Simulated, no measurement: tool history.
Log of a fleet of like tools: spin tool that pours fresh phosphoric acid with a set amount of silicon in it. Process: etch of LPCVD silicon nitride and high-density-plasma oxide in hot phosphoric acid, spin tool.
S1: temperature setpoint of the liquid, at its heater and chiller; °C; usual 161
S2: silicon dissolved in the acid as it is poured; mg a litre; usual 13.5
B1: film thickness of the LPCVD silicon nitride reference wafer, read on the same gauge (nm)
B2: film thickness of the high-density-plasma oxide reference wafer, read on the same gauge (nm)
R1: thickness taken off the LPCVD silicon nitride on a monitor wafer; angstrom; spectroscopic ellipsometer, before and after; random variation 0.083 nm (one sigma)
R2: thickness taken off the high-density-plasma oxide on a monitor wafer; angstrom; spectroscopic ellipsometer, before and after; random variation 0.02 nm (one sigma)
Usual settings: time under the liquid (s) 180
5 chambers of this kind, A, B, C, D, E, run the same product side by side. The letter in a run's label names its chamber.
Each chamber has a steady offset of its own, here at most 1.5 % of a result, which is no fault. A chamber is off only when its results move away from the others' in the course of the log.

Run 1C, hour 7.1: usual settings; B1 39.982; B2 130. Result: R1 167.01 angstrom, R2 8.2847 angstrom.
Run 2E, hour 12.5: usual settings; B1 39.978; B2 129.99. Result: R1 164.85 angstrom, R2 8.5667 angstrom.
Run 3B, hour 22.4: usual settings; B1 40.007; B2 129.97. Result: R1 165.8 angstrom, R2 8.6134 angstrom.
Run 4D, hour 28.7: usual settings; B1 39.956; B2 130. Result: R1 166.54 angstrom, R2 8.656 angstrom.
Run 5A, hour 35.5: usual settings; B1 40.025; B2 129.98. Result: R1 163.39 angstrom, R2 8.6735 angstrom.
Run 6B, hour 42.3: usual settings; B1 40.012; B2 130.01. Result: R1 167.76 angstrom, R2 8.1165 angstrom.
Run 7C, hour 48.8: usual settings but time under the liquid (s) 225; B1 39.986; B2 130. Result: R1 207.56 angstrom, R2 10.517 angstrom.
Run 8D, hour 53.5: usual settings but time under the liquid (s) 225; B1 40.035; B2 130.01. Result: R1 207.09 angstrom, R2 10.352 angstrom.
Run 9E, hour 61.5: usual settings but time under the liquid (s) 225; B1 39.971; B2 130.01. Result: R1 206.4 angstrom, R2 9.8293 angstrom.
Run 10A, hour 71.2: usual settings but time under the liquid (s) 225; B1 39.985; B2 130.02. Result: R1 207.22 angstrom, R2 10.742 angstrom.
Run 11D, hour 76.8: usual settings but time under the liquid (s) 225; B1 40.057; B2 129.99. Result: R1 207.52 angstrom, R2 10.586 angstrom.
Run 12C, hour 86.8: usual settings; B1 40.005; B2 130. Result: R1 165.96 angstrom, R2 8.4524 angstrom.
Run 13B, hour 95.9: usual settings; B1 40.002; B2 129.99. Result: R1 164.77 angstrom, R2 8.2118 angstrom.
Run 14A, hour 101.1: usual settings; B1 39.961; B2 129.98. Result: R1 165.32 angstrom, R2 8.5251 angstrom.
Run 15E, hour 109.2: usual settings; B1 40.015; B2 130.03. Result: R1 166.7 angstrom, R2 8.1154 angstrom.
At hour 114.3: chamber E: thermometer replaced.
Run 16A, hour 116.3: usual settings but time under the liquid (s) 120; B1 39.963; B2 129.99. Result: R1 109.97 angstrom, R2 5.8276 angstrom.
Run 17C, hour 126: usual settings but time under the liquid (s) 120; B1 39.977; B2 129.98. Result: R1 109.9 angstrom, R2 5.4289 angstrom.
Run 18E, hour 133.4: usual settings but time under the liquid (s) 120; B1 40.006; B2 129.98. Result: R1 110.41 angstrom, R2 5.7643 angstrom.
Run 19D, hour 143.4: usual settings but time under the liquid (s) 120; B1 39.986; B2 129.98. Result: R1 110.82 angstrom, R2 5.5223 angstrom.
Run 20B, hour 148.7: usual settings but time under the liquid (s) 120; B1 40.008; B2 129.99. Result: R1 110.96 angstrom, R2 5.5527 angstrom.
Run 21A, hour 153.8: usual settings but time under the liquid (s) 85; B1 39.979; B2 129.99. Result: R1 78.314 angstrom, R2 4.0229 angstrom.
Run 22C, hour 162.3: usual settings but time under the liquid (s) 85; B1 39.978; B2 129.99. Result: R1 79.114 angstrom, R2 3.8633 angstrom.
Run 23E, hour 170.8: usual settings but time under the liquid (s) 85; B1 39.955; B2 130.01. Result: R1 77.772 angstrom, R2 4.1238 angstrom.
At hour 175.4: chamber B: dissolved silicon flow meter replaced.
Run 24D, hour 180.7: usual settings but time under the liquid (s) 85; B1 40.004; B2 129.98. Result: R1 78.055 angstrom, R2 3.905 angstrom.
At hour 183.3: chamber D: thermometer replaced.
Run 25B, hour 187.2: usual settings but time under the liquid (s) 85; B1 39.998; B2 129.98. Result: R1 78.075 angstrom, R2 4.035 angstrom.
Run 26E, hour 194.4: usual settings but S1 162.5 °C; B1 40.059; B2 130. Result: R1 173.55 angstrom, R2 9.5087 angstrom.
At hour 195.8: chamber B: heated supply line repaired.
Run 27D, hour 200.3: usual settings but S1 162.5 °C; B1 40.037; B2 130.01. Result: R1 173.92 angstrom, R2 9.1016 angstrom.
Run 28B, hour 206.4: usual settings but S1 162.5 °C; B1 40.019; B2 130.01. Result: R1 175.05 angstrom, R2 9.5315 angstrom.
Run 29A, hour 215.1: usual settings but S1 162.5 °C; B1 40.009; B2 130. Result: R1 173.19 angstrom, R2 9.4645 angstrom.
Run 30C, hour 220.8: usual settings but S1 162.5 °C; B1 40.059; B2 130.01. Result: R1 173.78 angstrom, R2 9.0841 angstrom.
Run 31E, hour 228.5: usual settings; B1 40.006; B2 130.01. Result: R1 165.77 angstrom, R2 8.3214 angstrom.

Is one chamber off against the others, does the gauge drift, or is nothing wrong? If a chamber is off, say which, and what the likeliest cause is.

No chamber stands off beyond its own small offset, and the gauge holds steady.
